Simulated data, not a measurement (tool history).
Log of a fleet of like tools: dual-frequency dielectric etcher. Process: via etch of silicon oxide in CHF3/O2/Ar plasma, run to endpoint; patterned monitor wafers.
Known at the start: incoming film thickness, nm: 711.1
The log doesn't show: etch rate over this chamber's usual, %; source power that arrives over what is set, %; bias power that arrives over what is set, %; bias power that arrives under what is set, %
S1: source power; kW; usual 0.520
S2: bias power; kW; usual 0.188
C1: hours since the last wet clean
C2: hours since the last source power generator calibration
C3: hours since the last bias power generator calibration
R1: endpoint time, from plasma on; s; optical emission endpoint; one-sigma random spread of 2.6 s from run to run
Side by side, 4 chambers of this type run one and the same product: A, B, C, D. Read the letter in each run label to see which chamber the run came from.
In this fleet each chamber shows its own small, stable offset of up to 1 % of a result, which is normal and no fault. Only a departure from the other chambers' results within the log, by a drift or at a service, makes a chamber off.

run	hour	S1	S2	C1	C2	C3	R1
1A	8.6	0.520	0.188	43.8	1662.0	2088.2	372.34
2D	20.6	0.520	0.188	432.6	1278.2	925.3	376.30
3B	33.1	0.520	0.188	245.1	2293.8	736.1	370.56
4C	44.8	0.520	0.188	487.1	2394.2	168.6	372.23
5A	53.4	0.520	0.188	88.6	1706.8	2133.0	373.35
6D	68.9	0.440	0.173	480.9	1326.5	973.6	411.95
# hour 78.5: chamber D: wet clean of the chamber
7C	81.8	0.440	0.173	524.1	2431.2	205.6	412.91
8B	93.0	0.440	0.173	305.0	2353.7	796.0	401.72
9A	105.5	0.440	0.173	140.7	1758.9	2185.1	410.84
10B	118.3	0.520	0.188	330.3	2379.0	821.3	374.93
11D	128.7	0.520	0.188	50.3	1386.3	1033.4	374.51
12C	139.0	0.520	0.188	581.3	2488.4	262.8	374.60
13B	151.2	0.520	0.188	363.2	2411.9	854.2	375.34
14A	163.8	0.520	0.225	199.0	1817.2	2243.4	348.30
15C	173.2	0.520	0.225	615.5	2522.6	297.0	353.87
16D	188.9	0.520	0.225	110.5	1446.5	1093.6	355.31
17D	203.5	0.520	0.225	125.1	1461.1	1108.2	357.78
18B	215.4	0.460	0.188	427.4	2476.1	918.4	389.34
19C	222.3	0.460	0.188	664.6	2571.7	346.1	396.39
# hour 230.9: chamber C: wet clean of the chamber
20A	232.9	0.460	0.188	268.1	1886.3	2312.5	386.09
21B	243.7	0.460	0.188	455.7	2504.4	946.7	389.69
22D	258.3	0.520	0.188	179.9	1515.9	1163.0	377.78
23A	272.1	0.480	0.188	307.3	1925.5	2351.7	380.82
24C	284.2	0.480	0.188	53.3	2633.6	408.0	386.87
25A	297.1	0.480	0.188	332.3	1950.5	2376.7	383.59
26C	310.1	0.480	0.188	79.2	2659.5	433.9	387.72
# hour 313.4: chamber A: wet clean of the chamber
# hour 318.6: chamber B: wet clean of the chamber
27B	323.5	0.520	0.188	5.0	2584.2	1026.5	373.97
28D	332.5	0.520	0.188	254.1	1590.1	1237.2	377.68
29D	345.3	0.440	0.149	266.9	1602.9	1250.0	430.48
30C	354.5	0.440	0.149	123.6	2703.9	478.3	435.57
31A	370.4	0.440	0.149	57.0	2023.8	2450.0	430.05
# hour 383.1: chamber D: source power generator calibrated
32B	386.2	0.440	0.149	67.7	2646.9	1089.2	435.74
33A	397.3	0.430	0.173	83.9	2050.7	2476.9	409.89
34D	405.9	0.430	0.173	327.5	22.8	1310.6	418.86
35B	419.1	0.430	0.173	100.6	2679.8	1122.1	411.44

One chamber off, gauge drift, or nothing amiss beyond the chambers' own small offsets? If it is a chamber, which one, and what is the likeliest cause?

The fleet is healthy, with each chamber sitting at its usual small offset and no drift in the gauge.
